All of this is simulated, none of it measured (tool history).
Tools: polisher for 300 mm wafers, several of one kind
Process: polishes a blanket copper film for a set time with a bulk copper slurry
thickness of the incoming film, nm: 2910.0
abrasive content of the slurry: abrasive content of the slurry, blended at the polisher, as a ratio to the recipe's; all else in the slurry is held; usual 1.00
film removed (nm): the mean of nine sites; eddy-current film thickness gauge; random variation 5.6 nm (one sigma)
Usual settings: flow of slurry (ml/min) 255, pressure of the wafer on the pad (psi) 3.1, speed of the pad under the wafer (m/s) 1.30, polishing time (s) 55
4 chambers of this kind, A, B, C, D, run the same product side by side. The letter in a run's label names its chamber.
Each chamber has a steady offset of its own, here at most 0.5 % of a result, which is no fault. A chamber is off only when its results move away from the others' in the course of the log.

run   hour  flow of slurry (ml/min)  pressure of the wafer on the pad (psi)  speed of the pad under the wafer (m/s)  abrasive content of the slurry  polishing time (s)  wafers polished on this pad  hours since the slurry nozzle was cleaned  hours since the head pressure was calibrated  hours since the slurry blender was calibrated  film removed (nm)
 1D    5.0                      255                                     3.1                                    1.30                            1.00                  55                          591                                      187.5                                         208.9                                          250.5             617.50
 2A   10.9                      255                                     3.1                                    1.30                            1.00                  55                          404                                      686.0                                         196.4                                          182.1             613.38
 3C   16.2                      255                                     3.1                                    1.30                            1.00                  55                          901                                      135.0                                         366.5                                          203.8             607.04
 4B   22.3                      255                                     3.1                                    1.30                            1.00                  55                          529                                      154.9                                         157.4                                          372.6             619.04
      28.9  -- chamber C: worn pad replaced by a new one
 5B   29.5                      255                                     3.1                                    1.30                            1.00                  55                          630                                      162.1                                         164.6                                          379.8             612.94
 6C   37.2                      255                                     3.1                                    1.30                            1.00                  55                          117                                      156.0                                         387.5                                          224.8             604.46
      41.1  -- chamber A: slurry blender recalibrated
 7A   44.3                      255                                     3.1                                    1.30                            1.00                  55                          874                                      719.4                                         229.8                                            3.2             615.03
      44.6  -- chamber C: slurry blender recalibrated
 8D   50.1                      255                                     3.1                                    1.30                            1.00                  55                         1226                                      232.6                                         254.0                                          295.6             598.57
 9B   53.7                      170                                     3.1                                    1.30                            0.75                  55                          970                                      186.3                                         188.8                                          404.0             547.32
      54.8  -- chamber D: worn pad replaced by a new one
10C   59.0                      170                                     3.1                                    1.30                            0.75                  55                          424                                      177.8                                         409.3                                           14.5             550.33
      63.0  -- chamber A: worn pad replaced by a new one
      63.7  -- chamber B: slurry blender recalibrated
11A   64.3                      170                                     3.1                                    1.30                            0.75                  55                           18                                      739.4                                         249.8                                           23.2             545.80
12D   69.1                      170                                     3.1                                    1.30                            0.75                  55                          202                                      251.6                                         273.0                                          314.6             537.76
13D   76.9                      255                                     3.1                                    1.30                            1.00                  55                          312                                      259.4                                         280.8                                          322.4             617.19
14B   82.3                      255                                     3.1                                    1.30                            1.00                  55                         1373                                      214.9                                         217.4                                           18.7             614.83
      82.6  -- chamber B: worn pad replaced by a new one
15C   85.7                      255                                     3.1                                    1.30                            1.00                  55                          799                                      204.5                                         436.0                                           41.2             618.05
16A   92.5                      255                                     3.1                                    1.30                            1.00                  55                          415                                      767.6                                         278.0                                           51.4             617.98
      94.5  -- chamber C: worn pad replaced by a new one
17A   99.1                      255                                     3.1                                    1.30                            1.00                  55                          508                                      774.2                                         284.6                                           58.0             611.08
18D  103.5                      255                                     3.1                                    1.30                            1.00                  55                          686                                      286.0                                         307.4                                          349.0             616.19
19B  107.3                      255                                     3.1                                    1.30                            1.00                  55                          348                                      239.9                                         242.4                                           43.7             620.44
20C  115.0                      255                                     3.1                                    1.30                            1.00                  55                          289                                      233.8                                         465.3                                           70.5             610.51
21A  122.3                      255                                     2.3                                    1.30                            0.90                  55                          834                                      797.4                                         307.8                                           81.2             443.86
22B  126.2                      255                                     2.3                                    1.30                            0.90                  55                          614                                      258.8                                         261.3                                           62.6             439.50
     126.7  -- chamber B: slurry nozzle cleaned
     127.4  -- chamber C: head pressure recalibrated
23C  131.4                      255                                     2.3                                    1.30                            0.90                  55                          520                                      250.2                                           4.1                                           86.9             445.05
     134.8  -- chamber A: slurry nozzle cleaned
24D  138.8                      255                                     2.3                                    1.30                            0.90                  55                         1183                                      321.3                                         342.7                                          384.3             444.22
     141.7  -- chamber A: worn pad replaced by a new one
     142.7  -- chamber D: slurry blender recalibrated
25A  145.0                      255                                     3.1                                    1.30                            1.00                  55                           46                                       10.3                                         330.5                                          103.9             611.35
     146.3  -- chamber D: worn pad replaced by a new one
26D  151.0                      255                                     3.1                                    1.30                            1.00                  55                           67                                      333.5                                         354.9                                            8.4             605.99
27C  158.7                      255                                     3.1                                    1.30                            1.00                  55                          904                                      277.5                                          31.4                                          114.2             617.83
     162.0  -- chamber C: worn pad replaced by a new one
28B  166.5                      255                                     3.1                                    1.30                            1.00                  55                         1182                                       39.8                                         301.6                                          102.9             618.35
29B  173.9                      255                                     3.1                                    1.30                            1.00                  55                         1286                                       47.2                                         309.0                                          110.3             607.12
     176.5  -- chamber B: worn pad replaced by a new one
30D  178.6                      255                                     3.1                                    1.30                            1.00                  55                          455                                      361.1                                         382.5                                           36.0             612.31
31A  183.6                      340                                     3.1                                    1.30                            1.00                  55                          589                                       48.9                                         369.1                                          142.5             617.96
32C  189.4                      340                                     3.1                                    1.30                            1.00                  55                          386                                      308.2                                          62.1                                          144.9             629.89
33C  194.7                      340                                     3.1                                    1.30                            1.00                  55                          460                                      313.5                                          67.4                                          150.2             630.50
34D  202.4                      340                                     3.1                                    1.30                            1.00                  55                          790                                      384.9                                         406.3                                           59.8             618.70
35A  206.4                      255                                     3.1                                    1.30                            1.00                  55                          910                                       71.7                                         391.9                                          165.3             612.66
36B  212.5                      255                                     3.1                                    1.30                            1.00                  55                          507                                       85.8                                         347.6                                          148.9             610.68
37B  216.0                      255                                     3.1                                    1.04                            1.00                  55                          556                                       89.3                                         351.1                                          152.4             497.09
     219.4  -- chamber A: worn pad replaced by a new one
38C  222.0                      255                                     3.1                                    1.04                            1.00                  55                          845                                      340.8                                          94.7                                          177.5             494.23
39A  226.3                      255                                     3.1                                    1.04                            1.00                  55                           97                                       91.6                                         411.8                                          185.2             484.55
40D  231.9                      255                                     3.1                                    1.04                            1.00                  55                         1205                                      414.4                                         435.8                                           89.3             492.14
     238.6  -- chamber C: worn pad replaced by a new one
41C  239.6                      255                                     3.1                                    1.30                            1.00                  55                           15                                      358.4                                         112.3                                          195.1             614.43
42D  246.0                      255                                     3.1                                    0.88                            1.00                  55                         1404                                      428.5                                         449.9                                          103.4             411.47
43A  253.1                      255                                     3.1                                    0.88                            1.00                  55                          474                                      118.4                                         438.6                                          212.0             408.72

Is one chamber off against the others, does the gauge drift, or is nothing wrong? If a chamber is off, say which, and what the likeliest cause is.

No chamber stands off beyond its own small offset, and the gauge holds steady.
